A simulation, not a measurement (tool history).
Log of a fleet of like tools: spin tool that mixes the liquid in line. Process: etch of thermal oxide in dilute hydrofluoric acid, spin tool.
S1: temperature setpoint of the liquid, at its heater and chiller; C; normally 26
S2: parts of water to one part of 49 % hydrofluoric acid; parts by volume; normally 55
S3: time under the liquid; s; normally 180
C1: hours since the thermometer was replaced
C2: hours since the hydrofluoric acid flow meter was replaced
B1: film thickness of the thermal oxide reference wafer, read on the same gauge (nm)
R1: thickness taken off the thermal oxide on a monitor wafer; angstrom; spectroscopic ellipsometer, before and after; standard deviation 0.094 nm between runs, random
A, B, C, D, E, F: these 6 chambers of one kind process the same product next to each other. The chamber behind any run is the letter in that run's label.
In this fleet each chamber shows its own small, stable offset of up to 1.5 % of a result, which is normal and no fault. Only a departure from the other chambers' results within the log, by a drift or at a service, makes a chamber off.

| run | hour | S1 | S2 | S3 | C1 | C2 | B1 | R1 |
|---|---|---|---|---|---|---|---|---|
| 1F | 12.9 | 26 | 55 | 180 | 553.4 | 1696.7 | 140.01 | 180.02 |
| 2C | 23 | 26 | 55 | 180 | 1514.3 | 1238.6 | 139.99 | 179.47 |
|  | 29 | chamber C: thermometer replaced |
| 3E | 39.1 | 26 | 55 | 180 | 1315.1 | 64.7 | 139.98 | 177.42 |
| 4D | 54 | 26 | 55 | 180 | 1415.5 | 437.9 | 140.01 | 179.77 |
| 5A | 66 | 26 | 55 | 180 | 395.4 | 79.2 | 139.98 | 176.75 |
| 6B | 73 | 26 | 55 | 180 | 160.7 | 519.3 | 140.01 | 178.76 |
| 7C | 88.4 | 26 | 55 | 180 | 59.5 | 1304 | 140.03 | 178.03 |
| 8F | 102.1 | 23 | 55 | 100 | 642.6 | 1785.9 | 139.96 | 87.808 |
| 9D | 111.7 | 23 | 55 | 100 | 1473.2 | 495.6 | 139.93 | 88.506 |
| 10E | 120.6 | 23 | 55 | 100 | 1396.6 | 146.2 | 140.01 | 86.107 |
| 11A | 134.9 | 23 | 55 | 100 | 464.3 | 148.1 | 139.97 | 86.695 |
| 12B | 147.2 | 23 | 55 | 100 | 234.9 | 593.5 | 140.01 | 88.613 |
| 13D | 156.7 | 23 | 55 | 100 | 1518.2 | 540.6 | 140.02 | 89.327 |
| 14B | 166.2 | 26 | 55 | 180 | 253.9 | 612.5 | 140 | 178.39 |
|  | 174.7 | chamber D: thermometer replaced |
| 15A | 179.3 | 26 | 55 | 180 | 508.7 | 192.5 | 139.99 | 175.8 |
| 16C | 188.8 | 26 | 55 | 180 | 159.9 | 1404.4 | 139.99 | 178.63 |
| 17F | 201.5 | 26 | 55 | 180 | 742 | 1885.3 | 140.02 | 179.68 |
|  | 204.7 | chamber D: hydrofluoric acid flow meter replaced |
| 18E | 216.6 | 26 | 55 | 180 | 1492.6 | 242.2 | 139.97 | 176.7 |
| 19D | 232.8 | 26 | 55 | 180 | 58.1 | 28.2 | 140 | 179.84 |
| 20B | 248.7 | 26 | 55 | 180 | 336.4 | 695 | 139.98 | 180.41 |
| 21F | 263.9 | 26 | 55 | 180 | 804.4 | 1947.7 | 139.99 | 179.81 |
| 22C | 275.6 | 26 | 55 | 180 | 246.7 | 1491.2 | 140.02 | 180.57 |
| 23A | 283.8 | 26 | 55 | 180 | 613.2 | 297 | 139.96 | 175.75 |
| 24E | 294.5 | 26 | 55 | 180 | 1570.5 | 320.1 | 139.99 | 177 |
| 25A | 302.2 | 26 | 55 | 180 | 631.6 | 315.4 | 140.02 | 176.08 |
| 26F | 309.4 | 26 | 55 | 180 | 849.9 | 1993.2 | 140.05 | 178.57 |
| 27C | 322 | 26 | 55 | 225 | 293.1 | 1537.6 | 139.97 | 224.64 |
| 28D | 331.6 | 26 | 55 | 225 | 156.9 | 127 | 140.03 | 224.35 |
| 29E | 342 | 26 | 55 | 225 | 1618 | 367.6 | 140.02 | 221.21 |
| 30B | 358.1 | 26 | 55 | 225 | 445.8 | 804.4 | 140 | 221.46 |
| 31B | 372.3 | 26 | 55 | 225 | 460 | 818.6 | 139.98 | 223.79 |
| 32D | 385.4 | 26 | 55 | 225 | 210.7 | 180.8 | 139.95 | 225.82 |
| 33C | 398.1 | 26 | 55 | 180 | 369.2 | 1613.7 | 140.01 | 178.95 |
| 34E | 405.8 | 26 | 55 | 180 | 1681.8 | 431.4 | 140.03 | 176.76 |
| 35F | 415.4 | 26 | 55 | 180 | 955.9 | 2099.2 | 139.98 | 179.84 |
| 36A | 427 | 26 | 55 | 180 | 756.4 | 440.2 | 139.97 | 177.66 |
| 37A | 435 | 26 | 55 | 180 | 764.4 | 448.2 | 139.97 | 176.26 |
| 38B | 447.1 | 26 | 55 | 180 | 534.8 | 893.4 | 139.99 | 178.11 |
| 39F | 460.8 | 30.5 | 40 | 180 | 1001.3 | 2144.6 | 140.04 | 304.89 |
| 40D | 473.5 | 30.5 | 40 | 180 | 298.8 | 268.9 | 140.02 | 301.6 |
| 41E | 486.4 | 30.5 | 40 | 180 | 1762.4 | 512 | 140 | 297.35 |
| 42C | 498.3 | 30.5 | 40 | 180 | 469.4 | 1713.9 | 139.99 | 302.29 |
|  | 504.9 | chamber E: thermometer replaced |
| 43E | 510.8 | 30.5 | 40 | 180 | 6 | 536.4 | 139.98 | 297.6 |

One chamber off, gauge drift, or nothing amiss beyond the chambers' own small offsets? If it is a chamber, which one, and what is the likeliest cause?

Neither any chamber nor the gauge drifts; the chambers differ only by their own small, steady offsets.
